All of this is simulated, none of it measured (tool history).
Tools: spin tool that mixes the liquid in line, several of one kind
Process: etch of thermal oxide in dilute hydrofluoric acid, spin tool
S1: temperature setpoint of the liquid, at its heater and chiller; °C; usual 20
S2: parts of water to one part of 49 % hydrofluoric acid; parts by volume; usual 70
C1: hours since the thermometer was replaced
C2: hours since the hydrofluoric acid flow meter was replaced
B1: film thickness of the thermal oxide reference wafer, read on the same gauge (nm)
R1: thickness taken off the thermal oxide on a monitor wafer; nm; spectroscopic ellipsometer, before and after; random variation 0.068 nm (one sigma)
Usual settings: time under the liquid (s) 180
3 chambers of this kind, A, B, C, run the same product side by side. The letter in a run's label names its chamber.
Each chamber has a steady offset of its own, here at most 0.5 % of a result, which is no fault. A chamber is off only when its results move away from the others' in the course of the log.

Run 1B, hour 12.2: usual settings; C1 1356.3; C2 587.8; B1 30.022. Result: R1 10.6 nm.
Run 2C, hour 27.8: usual settings; C1 545.2; C2 356.3; B1 30.012. Result: R1 10.821 nm.
Run 3A, hour 35: usual settings; C1 137.4; C2 1568; B1 30.022. Result: R1 10.598 nm.
Run 4B, hour 46: usual settings; C1 1390.1; C2 621.6; B1 29.984. Result: R1 10.59 nm.
At hour 49.6: chamber B: hydrofluoric acid flow meter replaced.
Run 5A, hour 59.9: usual settings; C1 162.3; C2 1592.9; B1 29.994. Result: R1 10.496 nm.
Run 6C, hour 73.9: usual settings; C1 591.3; C2 402.4; B1 29.991. Result: R1 10.709 nm.
Run 7A, hour 85: usual settings; C1 187.4; C2 1618; B1 29.96. Result: R1 10.712 nm.
Run 8B, hour 95.2: usual settings; C1 1439.3; C2 45.7; B1 30.039. Result: R1 10.53 nm.
Run 9C, hour 107.8: usual settings; C1 625.2; C2 436.3; B1 29.995. Result: R1 10.642 nm.
Run 10B, hour 119.5: usual settings; C1 1463.6; C2 70; B1 30.007. Result: R1 10.409 nm.
Run 11C, hour 128.7: usual settings but S1 17 °C, S2 90 parts by volume; C1 646.1; C2 457.2; B1 29.986. Result: R1 7.1049 nm.
Run 12A, hour 139.2: usual settings but S1 17 °C, S2 90 parts by volume; C1 241.6; C2 1672.2; B1 30.011. Result: R1 7.0526 nm.
Run 13C, hour 146.9: usual settings but S1 17 °C, S2 90 parts by volume; C1 664.3; C2 475.4; B1 30.013. Result: R1 7.1962 nm.
Run 14A, hour 159: usual settings but time under the liquid (s) 235; C1 261.4; C2 1692; B1 30.03. Result: R1 13.971 nm.
Run 15B, hour 167.6: usual settings but time under the liquid (s) 235; C1 1511.7; C2 118.1; B1 30.02. Result: R1 13.666 nm.
Run 16B, hour 176.2: usual settings but time under the liquid (s) 235; C1 1520.3; C2 126.7; B1 29.992. Result: R1 13.607 nm.
Run 17C, hour 184.3: usual settings; C1 701.7; C2 512.8; B1 30.023. Result: R1 10.677 nm.
Run 18A, hour 199.3: usual settings; C1 301.7; C2 1732.3; B1 30.024. Result: R1 10.666 nm.
Run 19A, hour 209.9: usual settings; C1 312.3; C2 1742.9; B1 30.006. Result: R1 10.662 nm.
Run 20C, hour 218: usual settings but S1 17 °C, time under the liquid (s) 235; C1 735.4; C2 546.5; B1 29.99. Result: R1 12.277 nm.
Run 21B, hour 233: usual settings but S1 17 °C, time under the liquid (s) 235; C1 1577.1; C2 183.5; B1 30.01. Result: R1 12.051 nm.
Run 22B, hour 248.8: usual settings but S1 17 °C, time under the liquid (s) 235; C1 1592.9; C2 199.3; B1 30.001. Result: R1 11.956 nm.
Run 23A, hour 258.9: usual settings; C1 361.3; C2 1791.9; B1 29.995. Result: R1 10.532 nm.
Run 24C, hour 268.9: usual settings; C1 786.3; C2 597.4; B1 29.996. Result: R1 10.686 nm.
Run 25A, hour 279.6: usual settings; C1 382; C2 1812.6; B1 29.981. Result: R1 10.651 nm.
Run 26B, hour 287.8: usual settings but S2 90 parts by volume, time under the liquid (s) 120; C1 1631.9; C2 238.3; B1 29.995. Result: R1 5.208 nm.
Run 27C, hour 299.5: usual settings but S2 90 parts by volume, time under the liquid (s) 120; C1 816.9; C2 628; B1 29.982. Result: R1 5.3861 nm.
Run 28A, hour 312.3: usual settings but S2 90 parts by volume, time under the liquid (s) 120; C1 414.7; C2 1845.3; B1 30.034. Result: R1 5.3786 nm.
Run 29C, hour 321: usual settings; C1 838.4; C2 649.5; B1 30.028. Result: R1 10.659 nm.
Run 30B, hour 331: usual settings; C1 1675.1; C2 281.5; B1 29.995. Result: R1 10.393 nm.
Run 31B, hour 342.9: usual settings; C1 1687; C2 293.4; B1 29.995. Result: R1 10.233 nm.
Run 32A, hour 352.6: usual settings; C1 455; C2 1885.6; B1 29.996. Result: R1 10.627 nm.
Run 33C, hour 367.1: usual settings; C1 884.5; C2 695.6; B1 29.999. Result: R1 10.719 nm.
Run 34A, hour 375.1: usual settings; C1 477.5; C2 1908.1; B1 30.002. Result: R1 10.598 nm.
Run 35B, hour 390.7: usual settings; C1 1734.8; C2 341.2; B1 30.006. Result: R1 10.318 nm.
Run 36C, hour 406.5: usual settings; C1 923.9; C2 735; B1 29.983. Result: R1 10.842 nm.
Run 37B, hour 413.3: usual settings; C1 1757.4; C2 363.8; B1 30.024. Result: R1 10.37 nm.
Run 38C, hour 423: usual settings; C1 940.4; C2 751.5; B1 30.02. Result: R1 10.801 nm.
Run 39A, hour 430: usual settings; C1 532.4; C2 1963; B1 30.029. Result: R1 10.517 nm.
Run 40C, hour 444.5: usual settings; C1 961.9; C2 773; B1 30.001. Result: R1 10.664 nm.
Run 41A, hour 451.6: usual settings; C1 554; C2 1984.6; B1 30.011. Result: R1 10.454 nm.
Run 42B, hour 465: usual settings; C1 1809.1; C2 415.5; B1 29.988. Result: R1 10.292 nm.

Next, every chamber runs the same settings. What will each give?
Run 43A, hour 476.5: usual settings but S2 85 parts by volume. Result: R1 ?.
Run 43B, hour 476.5: usual settings but S2 85 parts by volume. Result: R1 ?.
Run 43C, hour 476.5: usual settings but S2 85 parts by volume. Result: R1 ?.

run      R1
43A  8.5846
43B  8.2727
43C   8.722

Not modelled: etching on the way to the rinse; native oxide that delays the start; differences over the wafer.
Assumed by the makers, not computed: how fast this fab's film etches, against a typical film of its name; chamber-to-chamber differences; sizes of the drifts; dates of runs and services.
